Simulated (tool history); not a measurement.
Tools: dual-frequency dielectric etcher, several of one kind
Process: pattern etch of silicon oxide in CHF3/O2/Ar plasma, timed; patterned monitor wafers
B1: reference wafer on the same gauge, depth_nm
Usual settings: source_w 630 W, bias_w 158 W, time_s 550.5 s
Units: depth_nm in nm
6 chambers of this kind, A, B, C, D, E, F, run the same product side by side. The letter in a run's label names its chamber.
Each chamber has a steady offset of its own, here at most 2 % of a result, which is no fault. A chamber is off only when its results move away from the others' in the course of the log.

{"run": "1C", "hour": 4.0, "source_w": 630, "bias_w": 158, "time_s": 550.5, "B1": 1180.2, "depth_nm": 1082.6}
{"hour": 5.2, "done": "chamber C: wet clean of the chamber"}
{"run": "2F", "hour": 7.8, "source_w": 630, "bias_w": 158, "time_s": 550.5, "B1": 1180.0, "depth_nm": 1061.8}
{"run": "3E", "hour": 13.2, "source_w": 630, "bias_w": 158, "time_s": 550.5, "B1": 1181.3, "depth_nm": 1068.9}
{"run": "4B", "hour": 16.3, "source_w": 630, "bias_w": 158, "time_s": 550.5, "B1": 1181.1, "depth_nm": 1067.0}
{"run": "5D", "hour": 23.2, "source_w": 630, "bias_w": 158, "time_s": 550.5, "B1": 1180.8, "depth_nm": 1079.6}
{"run": "6A", "hour": 26.8, "source_w": 630, "bias_w": 158, "time_s": 550.5, "B1": 1180.7, "depth_nm": 1062.0}
{"run": "7D", "hour": 31.1, "source_w": 630, "bias_w": 158, "time_s": 550.5, "B1": 1181.3, "depth_nm": 1074.9}
{"run": "8C", "hour": 35.0, "source_w": 630, "bias_w": 158, "time_s": 550.5, "B1": 1181.0, "depth_nm": 1082.0}
{"run": "9A", "hour": 41.0, "source_w": 490, "bias_w": 158, "time_s": 550.5, "B1": 1181.5, "depth_nm": 963.05}
{"hour": 47.4, "done": "chamber B: wet clean of the chamber"}
{"run": "10E", "hour": 47.6, "source_w": 490, "bias_w": 158, "time_s": 550.5, "B1": 1181.5, "depth_nm": 971.18}
{"hour": 52.2, "done": "chamber F: wet clean of the chamber"}
{"run": "11B", "hour": 54.1, "source_w": 490, "bias_w": 158, "time_s": 550.5, "B1": 1181.9, "depth_nm": 968.68}
{"run": "12F", "hour": 59.0, "source_w": 490, "bias_w": 158, "time_s": 550.5, "B1": 1182.6, "depth_nm": 967.75}
{"hour": 63.3, "done": "chamber E: wet clean of the chamber"}
{"run": "13C", "hour": 63.9, "source_w": 490, "bias_w": 158, "time_s": 550.5, "B1": 1182.3, "depth_nm": 983.49}
{"run": "14A", "hour": 68.2, "source_w": 490, "bias_w": 158, "time_s": 550.5, "B1": 1182.7, "depth_nm": 963.34}
{"run": "15D", "hour": 73.8, "source_w": 630, "bias_w": 158, "time_s": 550.5, "B1": 1183.1, "depth_nm": 1077.5}
{"run": "16E", "hour": 79.3, "source_w": 630, "bias_w": 158, "time_s": 550.5, "B1": 1182.8, "depth_nm": 1073.5}
{"run": "17F", "hour": 84.8, "source_w": 630, "bias_w": 158, "time_s": 550.5, "B1": 1183.5, "depth_nm": 1064.9}
{"run": "18B", "hour": 88.8, "source_w": 630, "bias_w": 158, "time_s": 550.5, "B1": 1183.4, "depth_nm": 1068.8}
{"run": "19D", "hour": 93.7, "source_w": 630, "bias_w": 158, "time_s": 550.5, "B1": 1183.2, "depth_nm": 1078.0}
{"run": "20F", "hour": 98.6, "source_w": 630, "bias_w": 158, "time_s": 550.5, "B1": 1183.8, "depth_nm": 1064.6}
{"run": "21B", "hour": 102.1, "source_w": 630, "bias_w": 158, "time_s": 550.5, "B1": 1184.0, "depth_nm": 1068.3}
{"run": "22A", "hour": 108.0, "source_w": 630, "bias_w": 158, "time_s": 550.5, "B1": 1184.6, "depth_nm": 1065.0}
{"run": "23E", "hour": 111.2, "source_w": 630, "bias_w": 158, "time_s": 550.5, "B1": 1184.5, "depth_nm": 1073.3}
{"run": "24C", "hour": 115.2, "source_w": 630, "bias_w": 158, "time_s": 550.5, "B1": 1184.5, "depth_nm": 1086.4}
{"run": "25F", "hour": 120.5, "source_w": 630, "bias_w": 158, "time_s": 550.5, "B1": 1184.1, "depth_nm": 1062.9}
{"run": "26D", "hour": 124.0, "source_w": 630, "bias_w": 158, "time_s": 550.5, "B1": 1184.9, "depth_nm": 1083.3}
{"run": "27C", "hour": 130.3, "source_w": 630, "bias_w": 158, "time_s": 550.5, "B1": 1185.4, "depth_nm": 1086.2}
{"run": "28B", "hour": 134.0, "source_w": 630, "bias_w": 158, "time_s": 550.5, "B1": 1185.2, "depth_nm": 1069.5}
{"run": "29E", "hour": 140.6, "source_w": 630, "bias_w": 158, "time_s": 550.5, "B1": 1185.8, "depth_nm": 1073.1}
{"run": "30A", "hour": 146.2, "source_w": 630, "bias_w": 158, "time_s": 550.5, "B1": 1186.0, "depth_nm": 1064.1}
{"run": "31F", "hour": 151.9, "source_w": 630, "bias_w": 158, "time_s": 550.5, "B1": 1186.3, "depth_nm": 1065.2}
{"run": "32D", "hour": 157.5, "source_w": 630, "bias_w": 136, "time_s": 550.5, "B1": 1186.1, "depth_nm": 1028.1}
{"run": "33A", "hour": 163.1, "source_w": 630, "bias_w": 136, "time_s": 550.5, "B1": 1186.4, "depth_nm": 1020.2}
{"run": "34C", "hour": 169.7, "source_w": 630, "bias_w": 136, "time_s": 550.5, "B1": 1186.1, "depth_nm": 1033.8}
{"run": "35B", "hour": 173.7, "source_w": 630, "bias_w": 136, "time_s": 550.5, "B1": 1186.8, "depth_nm": 1019.4}
{"run": "36E", "hour": 176.8, "source_w": 630, "bias_w": 136, "time_s": 550.5, "B1": 1186.8, "depth_nm": 1025.0}
{"run": "37F", "hour": 180.0, "source_w": 630, "bias_w": 136, "time_s": 550.5, "B1": 1186.8, "depth_nm": 1016.0}
{"run": "38D", "hour": 183.8, "source_w": 630, "bias_w": 158, "time_s": 550.5, "B1": 1186.8, "depth_nm": 1081.7}
{"run": "39A", "hour": 190.2, "source_w": 630, "bias_w": 158, "time_s": 550.5, "B1": 1187.4, "depth_nm": 1068.6}
{"run": "40E", "hour": 195.3, "source_w": 770, "bias_w": 158, "time_s": 550.5, "B1": 1187.5, "depth_nm": 1163.5}
{"run": "41C", "hour": 198.8, "source_w": 770, "bias_w": 158, "time_s": 550.5, "B1": 1188.0, "depth_nm": 1173.5}
{"run": "42B", "hour": 204.4, "source_w": 770, "bias_w": 158, "time_s": 550.5, "B1": 1187.8, "depth_nm": 1160.2}

Is one chamber off against the others, does the gauge drift, or is nothing wrong? If a chamber is off, say which, and what the likeliest cause is.

The gauge drifts, so all chambers seem to drift together. No chamber is off.
Cause: gauge reads high (%) = 0.676.
